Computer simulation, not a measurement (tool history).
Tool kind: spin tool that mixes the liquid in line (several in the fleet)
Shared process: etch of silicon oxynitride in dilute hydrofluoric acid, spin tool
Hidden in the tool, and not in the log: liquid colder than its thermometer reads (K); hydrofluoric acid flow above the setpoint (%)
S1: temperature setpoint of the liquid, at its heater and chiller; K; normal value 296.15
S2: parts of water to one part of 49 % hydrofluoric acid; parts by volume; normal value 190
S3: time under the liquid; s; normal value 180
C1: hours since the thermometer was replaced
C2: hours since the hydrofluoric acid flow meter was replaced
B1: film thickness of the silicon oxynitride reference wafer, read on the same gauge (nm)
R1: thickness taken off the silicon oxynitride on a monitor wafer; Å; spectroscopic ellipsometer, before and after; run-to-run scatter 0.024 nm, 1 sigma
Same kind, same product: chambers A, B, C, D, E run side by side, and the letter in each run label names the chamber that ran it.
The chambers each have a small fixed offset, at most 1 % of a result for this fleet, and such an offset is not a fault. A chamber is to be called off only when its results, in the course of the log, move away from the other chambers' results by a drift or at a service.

run,hour,S1,S2,S3,C1,C2,B1,R1
1D,5.4,296.15,190,180,1646.6,1397.5,60.044,15.3990
2B,10.2,296.15,190,180,1362.3,261.5,60.004,15.2290
3E,17.1,296.15,190,180,110.8,404.0,59.989,14.8470
4A,22.4,296.15,190,180,345.2,1471.5,60.011,15.1520
5C,31.3,296.15,190,180,113.6,208.0,60.042,14.7510
6A,41.9,296.15,190,180,364.7,1491.0,59.996,15.2500
7B,49.4,296.15,190,180,1401.5,300.7,60.015,15.5430
8E,58.0,296.15,190,180,151.7,444.9,60.005,15.0500
9D,66.7,296.15,190,180,1707.9,1458.8,59.973,15.3500
10C,71.8,294.15,270,180,154.1,248.5,60.032,9.1132
11B,82.5,294.15,270,180,1434.6,333.8,60.007,9.2558
12E,90.6,294.15,270,180,184.3,477.5,60.024,9.2494
13A,101.6,294.15,270,180,424.4,1550.7,60.023,8.9907
14D,108.9,294.15,270,180,1750.1,1501.0,60.011,9.1867
15C,116.9,296.15,190,180,199.2,293.6,59.985,15.0370
16E,127.9,296.15,190,270,221.6,514.8,59.965,22.3680
17D,133.3,296.15,190,270,1774.5,1525.4,59.980,22.4450
18C,140.4,296.15,190,270,222.7,317.1,59.978,22.5520
19B,145.6,296.15,190,270,1497.7,396.9,59.981,22.9720
20A,152.4,296.15,190,270,475.2,1601.5,59.996,23.1740
21B,160.1,299.15,190,265,1512.2,411.4,60.015,26.0500
22C,167.6,299.15,190,265,249.9,344.3,60.002,26.2900
23A,178.4,299.15,190,265,501.2,1627.5,60.012,25.3740
24D,187.7,299.15,190,265,1828.9,1579.8,59.970,26.3630
# hour 189.3: chamber C: hydrofluoric acid flow meter replaced
25E,193.9,299.15,190,265,287.6,580.8,60.006,25.2980
26C,205.2,296.15,190,180,287.5,16.0,59.998,15.3580
27B,211.1,296.15,190,180,1563.2,462.4,59.988,15.1560
28D,222.2,296.15,190,180,1863.4,1614.3,59.977,15.5840
29E,227.1,296.15,190,180,320.8,614.0,59.999,15.1810
30A,233.2,296.15,190,180,556.0,1682.3,60.007,15.2080
31D,241.1,296.15,270,180,1882.3,1633.2,60.002,10.1670
32E,246.2,296.15,270,180,339.9,633.1,60.016,10.2680
33C,253.9,296.15,270,180,336.2,64.7,60.016,10.0460
34A,261.4,296.15,270,180,584.2,1710.5,60.002,10.0490
35B,270.3,296.15,270,180,1622.4,521.6,59.989,10.2790
36D,277.7,296.15,190,180,1918.9,1669.8,60.007,14.9690
37A,285.6,296.15,190,180,608.4,1734.7,60.004,14.8560
38E,292.2,296.15,190,180,385.9,679.1,59.960,15.3210
39B,300.8,296.15,190,180,1652.9,552.1,60.049,15.4050

Each of the 5 chambers runs these same settings next. Fill in every chamber's results:
40A,308.9,296.15,190,180,,,,?
40B,308.9,296.15,190,180,,,,?
40C,308.9,296.15,190,180,,,,?
40D,308.9,296.15,190,180,,,,?
40E,308.9,296.15,190,180,,,,?

run,R1
40A,14.8480
40B,15.2730
40C,14.8710
40D,15.3020
40E,14.9600
